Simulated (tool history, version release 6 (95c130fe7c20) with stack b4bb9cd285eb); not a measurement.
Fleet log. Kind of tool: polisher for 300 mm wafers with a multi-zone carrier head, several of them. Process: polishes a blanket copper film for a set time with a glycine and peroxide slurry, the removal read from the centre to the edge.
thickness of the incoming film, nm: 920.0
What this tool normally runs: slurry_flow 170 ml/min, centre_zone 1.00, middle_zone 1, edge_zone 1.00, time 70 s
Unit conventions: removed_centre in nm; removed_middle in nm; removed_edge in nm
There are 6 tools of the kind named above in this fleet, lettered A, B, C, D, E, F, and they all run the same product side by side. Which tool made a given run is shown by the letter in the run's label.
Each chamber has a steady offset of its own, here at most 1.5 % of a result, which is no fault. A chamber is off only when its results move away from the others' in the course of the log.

| run | hour | slurry_flow | centre_zone | middle_zone | edge_zone | time | removed_centre | removed_middle | removed_edge |
|---|---|---|---|---|---|---|---|---|---|
|  | 0.7 | chamber A: slurry nozzle cleaned |
| 1A | 9.0 | 170 | 1.00 | 1 | 1.00 | 70 | 267.64 | 270.40 | 276.39 |
|  | 10.1 | chamber E: centre zone pressure recalibrated |
|  | 10.9 | chamber C: worn pad replaced by a new one |
|  | 12.1 | chamber A: worn pad replaced by a new one |
| 2C | 14.6 | 170 | 1.00 | 1 | 1.00 | 70 | 266.05 | 270.11 | 271.56 |
|  | 15.9 | chamber E: slurry nozzle cleaned |
| 3F | 20.0 | 170 | 1.00 | 1 | 1.00 | 70 | 270.26 | 269.89 | 278.37 |
| 4D | 25.6 | 170 | 1.00 | 1 | 1.00 | 70 | 271.05 | 269.69 | 274.01 |
| 5B | 32.0 | 170 | 1.11 | 1 | 1.07 | 70 | 302.37 | 273.78 | 281.53 |
|  | 37.4 | chamber B: edge zone pressure recalibrated |
| 6E | 41.9 | 170 | 1.11 | 1 | 1.07 | 70 | 306.00 | 267.57 | 277.09 |
|  | 45.7 | chamber F: worn pad replaced by a new one |
|  | 49.5 | chamber B: slurry nozzle cleaned |
| 7F | 51.7 | 170 | 1.11 | 1 | 1.07 | 70 | 304.37 | 269.84 | 285.96 |
| 8D | 58.4 | 170 | 1.11 | 1 | 1.07 | 70 | 304.60 | 265.22 | 267.34 |
| 9B | 68.6 | 170 | 1.11 | 1 | 1.07 | 70 | 302.86 | 267.40 | 280.51 |
| 10C | 75.8 | 170 | 1.11 | 1 | 1.07 | 70 | 300.85 | 273.47 | 281.83 |
|  | 79.7 | chamber F: slurry nozzle cleaned |
| 11E | 84.6 | 115 | 1.00 | 1 | 1.11 | 70 | 250.62 | 246.39 | 268.99 |
|  | 85.5 | chamber A: worn pad replaced by a new one |
|  | 85.7 | chamber B: worn pad replaced by a new one |
|  | 87.4 | chamber C: edge zone pressure recalibrated |
|  | 88.5 | chamber C: slurry nozzle cleaned |
| 12A | 91.1 | 115 | 1.00 | 1 | 1.11 | 70 | 247.31 | 252.59 | 267.59 |
|  | 94.0 | chamber C: worn pad replaced by a new one |
| 13C | 100.1 | 115 | 1.00 | 1 | 1.11 | 70 | 242.38 | 251.50 | 271.02 |
| 14D | 107.1 | 115 | 1.00 | 1 | 1.11 | 70 | 241.22 | 241.25 | 257.94 |
|  | 108.4 | chamber F: centre zone pressure recalibrated |
| 15E | 114.2 | 115 | 1.00 | 1 | 1.11 | 70 | 248.18 | 248.30 | 268.00 |
| 16B | 122.6 | 115 | 1.00 | 1 | 1.11 | 70 | 254.05 | 246.71 | 270.03 |
|  | 126.2 | chamber E: worn pad replaced by a new one |
|  | 129.2 | chamber F: worn pad replaced by a new one |
| 17A | 132.6 | 170 | 1.00 | 1 | 1.00 | 70 | 267.39 | 268.68 | 272.13 |
| 18F | 143.1 | 170 | 1.00 | 1 | 1.00 | 70 | 272.86 | 268.48 | 272.45 |
| 19D | 150.2 | 170 | 1.00 | 1 | 1.00 | 70 | 261.72 | 253.75 | 260.64 |
| 20A | 157.2 | 170 | 1.00 | 1 | 1.00 | 70 | 264.14 | 274.62 | 273.06 |
|  | 161.2 | chamber C: worn pad replaced by a new one |
| 21E | 163.7 | 170 | 1.00 | 1 | 1.00 | 70 | 273.11 | 269.42 | 267.53 |
|  | 164.9 | chamber A: worn pad replaced by a new one |
| 22F | 171.1 | 170 | 1.00 | 1 | 1.00 | 70 | 271.41 | 266.87 | 274.31 |
| 23B | 181.8 | 170 | 1.00 | 1 | 1.00 | 70 | 270.40 | 267.23 | 273.96 |
| 24C | 190.5 | 170 | 1.00 | 1 | 1.00 | 70 | 268.94 | 270.81 | 269.27 |
| 25A | 198.6 | 170 | 1.00 | 1 | 1.00 | 70 | 268.73 | 271.27 | 272.60 |
|  | 200.5 | chamber F: worn pad replaced by a new one |
| 26B | 207.6 | 170 | 1.05 | 1 | 1.00 | 82 | 330.10 | 316.48 | 318.56 |
| 27D | 215.6 | 170 | 1.05 | 1 | 1.00 | 82 | 316.26 | 288.63 | 289.92 |
| 28E | 224.9 | 170 | 1.05 | 1 | 1.00 | 82 | 347.54 | 316.11 | 315.30 |
| 29C | 231.4 | 170 | 1.05 | 1 | 1.00 | 82 | 334.71 | 314.56 | 325.16 |
| 30F | 242.1 | 170 | 1.05 | 1 | 1.00 | 82 | 335.92 | 312.99 | 326.72 |
|  | 245.5 | chamber A: worn pad replaced by a new one |
|  | 248.1 | chamber C: worn pad replaced by a new one |
| 31C | 249.0 | 170 | 1.05 | 1 | 1.00 | 82 | 327.81 | 321.37 | 325.64 |
|  | 249.2 | chamber B: worn pad replaced by a new one |
|  | 254.6 | chamber A: slurry nozzle cleaned |
| 32F | 255.9 | 170 | 1.00 | 1 | 1.00 | 70 | 271.53 | 265.82 | 266.47 |
| 33D | 261.9 | 170 | 1.00 | 1 | 1.00 | 70 | 249.05 | 244.52 | 243.08 |
|  | 271.7 | chamber F: worn pad replaced by a new one |
| 34A | 272.3 | 170 | 0.90 | 1 | 1.04 | 70 | 240.01 | 271.30 | 270.75 |
| 35E | 283.4 | 170 | 0.90 | 1 | 1.04 | 70 | 240.44 | 271.40 | 273.24 |
| 36B | 291.3 | 170 | 0.90 | 1 | 1.04 | 70 | 241.73 | 273.14 | 273.44 |
| 37F | 300.4 | 170 | 0.90 | 1 | 1.04 | 70 | 238.25 | 269.33 | 283.64 |
| 38E | 305.7 | 170 | 0.90 | 1 | 1.04 | 70 | 242.03 | 269.49 | 271.56 |
| 39D | 314.4 | 170 | 0.90 | 1 | 1.04 | 70 | 210.99 | 236.25 | 247.96 |

Each of the 6 chambers runs these same settings next. Fill in every chamber's results:
| 40A | 322.5 | 170 | 1.00 | 1 | 1.00 | 79 | ? | ? | ? |
| 40B | 322.5 | 170 | 1.00 | 1 | 1.00 | 79 | ? | ? | ? |
| 40C | 322.5 | 170 | 1.00 | 1 | 1.00 | 79 | ? | ? | ? |
| 40D | 322.5 | 170 | 1.00 | 1 | 1.00 | 79 | ? | ? | ? |
| 40E | 322.5 | 170 | 1.00 | 1 | 1.00 | 79 | ? | ? | ? |
| 40F | 322.5 | 170 | 1.00 | 1 | 1.00 | 79 | ? | ? | ? |

| run | removed_centre | removed_middle | removed_edge |
|---|---|---|---|
| 40A | 297.45 | 306.15 | 313.11 |
| 40B | 308.07 | 307.58 | 306.47 |
| 40C | 304.52 | 307.29 | 304.71 |
| 40D | 267.39 | 268.09 | 271.19 |
| 40E | 301.46 | 302.95 | 299.60 |
| 40F | 304.73 | 304.67 | 315.62 |

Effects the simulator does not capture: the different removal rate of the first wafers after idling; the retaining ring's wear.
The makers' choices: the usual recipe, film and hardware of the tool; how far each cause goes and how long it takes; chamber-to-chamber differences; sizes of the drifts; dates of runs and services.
